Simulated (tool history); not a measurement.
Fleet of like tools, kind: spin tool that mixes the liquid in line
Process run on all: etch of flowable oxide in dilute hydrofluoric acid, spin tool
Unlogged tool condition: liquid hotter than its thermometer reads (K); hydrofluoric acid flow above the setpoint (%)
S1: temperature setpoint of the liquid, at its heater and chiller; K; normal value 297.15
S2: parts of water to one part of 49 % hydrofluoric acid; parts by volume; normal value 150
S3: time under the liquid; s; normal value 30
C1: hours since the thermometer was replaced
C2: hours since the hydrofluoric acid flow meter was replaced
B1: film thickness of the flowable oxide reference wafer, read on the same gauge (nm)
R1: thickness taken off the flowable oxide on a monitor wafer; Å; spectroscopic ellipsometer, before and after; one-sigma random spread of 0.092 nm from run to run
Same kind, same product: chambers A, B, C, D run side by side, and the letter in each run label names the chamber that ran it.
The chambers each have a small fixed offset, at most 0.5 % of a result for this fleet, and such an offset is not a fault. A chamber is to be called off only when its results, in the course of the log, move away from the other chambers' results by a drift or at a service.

run	hour	S1	S2	S3	C1	C2	B1	R1
1A	2.1	297.15	150	30	721.3	1500.5	109.99	129.63
2D	4.9	297.15	150	30	605.6	1690.1	110.01	129.89
3C	8.5	297.15	150	30	864.1	508.6	109.98	129.24
4B	11.2	297.15	150	30	30.2	654.2	110.02	130.78
5A	14.7	297.15	150	30	733.9	1513.1	110.01	129.6
6D	18.4	297.15	150	30	619.1	1703.6	110.01	129.28
7C	22.9	297.15	150	30	878.5	523	109.98	129.18
8B	27.4	297.15	110	45	46.4	670.4	109.97	275.08
9A	31.5	297.15	110	45	750.7	1529.9	109.99	275.79
10D	34.5	297.15	110	45	635.2	1719.7	110.01	279.69
11B	38	297.15	110	45	57	681	109.97	275.96
12C	41.6	297.15	150	30	897.2	541.7	110.01	131.27
13B	44.3	297.15	85	25	63.3	687.3	110.03	203.93
14D	48.5	297.15	85	25	649.2	1733.7	109.99	207.72
15A	52.8	297.15	85	25	772	1551.2	110.01	202.37
16C	57	297.15	85	25	912.6	557.1	109.99	205.07
17C	59.1	297.15	150	30	914.7	559.2	110.01	130.49
18B	61.5	292.65	150	30	80.5	704.5	109.99	110.37
19A	63.8	292.65	150	30	783	1562.2	110.03	108.83
20D	67.8	292.65	150	30	668.5	1753	110.04	109.3
21C	72	292.65	150	30	927.6	572.1	109.98	110.01
22B	75.1	297.15	150	30	94.1	718.1	109.98	129.91
23D	78.9	294.15	150	15	679.6	1764.1	110.02	57.624
24A	83	294.15	150	15	802.2	1581.4	110.03	57.253
25D	86.6	294.15	150	15	687.3	1771.8	110.05	57.704
26B	89.9	294.15	150	15	108.9	732.9	109.98	58.076
27A	93.3	297.15	150	30	812.5	1591.7	110.03	130.38
28C	97.5	297.15	150	30	953.1	597.6	110	130.76
29C	100.4	297.15	150	30	956	600.5	109.99	129.29
30B	104.4	297.15	150	30	123.4	747.4	110.01	129.41
31D	108.7	297.15	150	30	709.4	1793.9	109.97	130.34
32A	110.9	297.15	150	30	830.1	1609.3	110.04	130.09
33B	115.5	297.15	150	45	134.5	758.5	109.98	194.04

For the next run the whole fleet of 4 chambers uses the same settings. Give each chamber's results:
34A	118.8	297.15	220	30				?
34B	118.8	297.15	220	30				?
34C	118.8	297.15	220	30				?
34D	118.8	297.15	220	30				?

run	R1
34A	82.802
34B	83.068
34C	82.6
34D	80.16
